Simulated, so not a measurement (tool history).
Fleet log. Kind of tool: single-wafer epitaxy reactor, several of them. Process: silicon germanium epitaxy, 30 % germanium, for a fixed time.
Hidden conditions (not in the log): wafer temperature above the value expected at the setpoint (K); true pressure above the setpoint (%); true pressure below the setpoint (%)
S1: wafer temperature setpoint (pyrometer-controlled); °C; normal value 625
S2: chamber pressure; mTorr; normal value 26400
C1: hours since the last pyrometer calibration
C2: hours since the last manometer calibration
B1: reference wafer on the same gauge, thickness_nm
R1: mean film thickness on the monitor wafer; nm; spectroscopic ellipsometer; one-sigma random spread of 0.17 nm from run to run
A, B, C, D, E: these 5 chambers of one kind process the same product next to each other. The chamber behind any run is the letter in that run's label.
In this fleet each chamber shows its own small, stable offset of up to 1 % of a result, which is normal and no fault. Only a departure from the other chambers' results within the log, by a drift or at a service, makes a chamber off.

run     day   S1     S2      C1      C2      B1      R1
 1D   0.296  625  26400   827.5  1959.2  108.01  103.14
 2A   0.875  625  26400   613.1  1151.9  108.08  103.32
 3C   1.375  625  26400    1698  2052.5  108.03  103.07
 4E   1.788  625  26400  2469.5   740.5  108.08  103.37
 5B   2.283  625  26400  1781.3   102.8  108.13  102.63
 6D   2.871  625  26400   889.3    2021  108.15  103.32
 7B   3.371  625  26400  1807.4   128.9  108.19   102.2
 8E   3.788  618  30700  2517.5   788.5   108.2  96.893
 9C     4.2  618  30700  1765.8  2120.3  108.23  96.845
10A   4.479  618  30700   699.6  1238.4  108.27  97.667
11E   5.083  618  30700  2548.6   819.6  108.29  96.746
12D   5.692  618  30700     957  2088.7  108.29  97.103
13C   6.196  625  26400  1813.7  2168.2  108.36  102.88
      6.283  -- chamber C: pyrometer calibrated
14B   6.458  636  26400  1881.5     203  108.34  123.67
15A     6.8  636  26400   755.3  1294.1  108.34  125.04
16B   7.192  636  26400  1899.1   220.6  108.38  123.81
17E   7.579  636  26400  2608.5   879.5  108.44  124.88
18C   8.108  636  26400    43.9  2214.1  108.42  125.26
19A   8.483  633  26400   795.7  1334.5  108.45  118.71
20D   8.788  633  26400  1031.3    2163   108.5  118.56
21A   9.338  633  26400   816.2    1355  108.53  118.86
22E   9.683  633  26400    2659     930   108.5  119.14
23C  10.108  633  26400    91.9  2262.1  108.57  118.54
24B  10.612  625  26400  1981.2   302.7  108.59  102.61
25D  11.029  625  26400  1085.1  2216.8  108.59   103.6
26D  11.496  625  26400  1096.3    2228  108.64  103.89
27B  11.817  625  26400  2010.1   331.6  108.62  103.02
28C  12.088  625  26400   139.4  2309.6  108.69  103.98
29E  12.521  625  26400  2727.1   998.1  108.73  103.63
30A  12.858  625  26400   900.7  1439.5  108.73  103.86
31B  13.288  625  26400  2045.4   366.9  108.74  103.07

Each of the 5 chambers runs these same settings next. Fill in every chamber's results:
32A  13.721  625  28900               ?
32B  13.721  625  28900               ?
32C  13.721  625  28900               ?
32D  13.721  625  28900               ?
32E  13.721  625  28900               ?

run      R1
32A  107.94
32B  106.68
32C  107.67
32D  107.53
32E  107.49
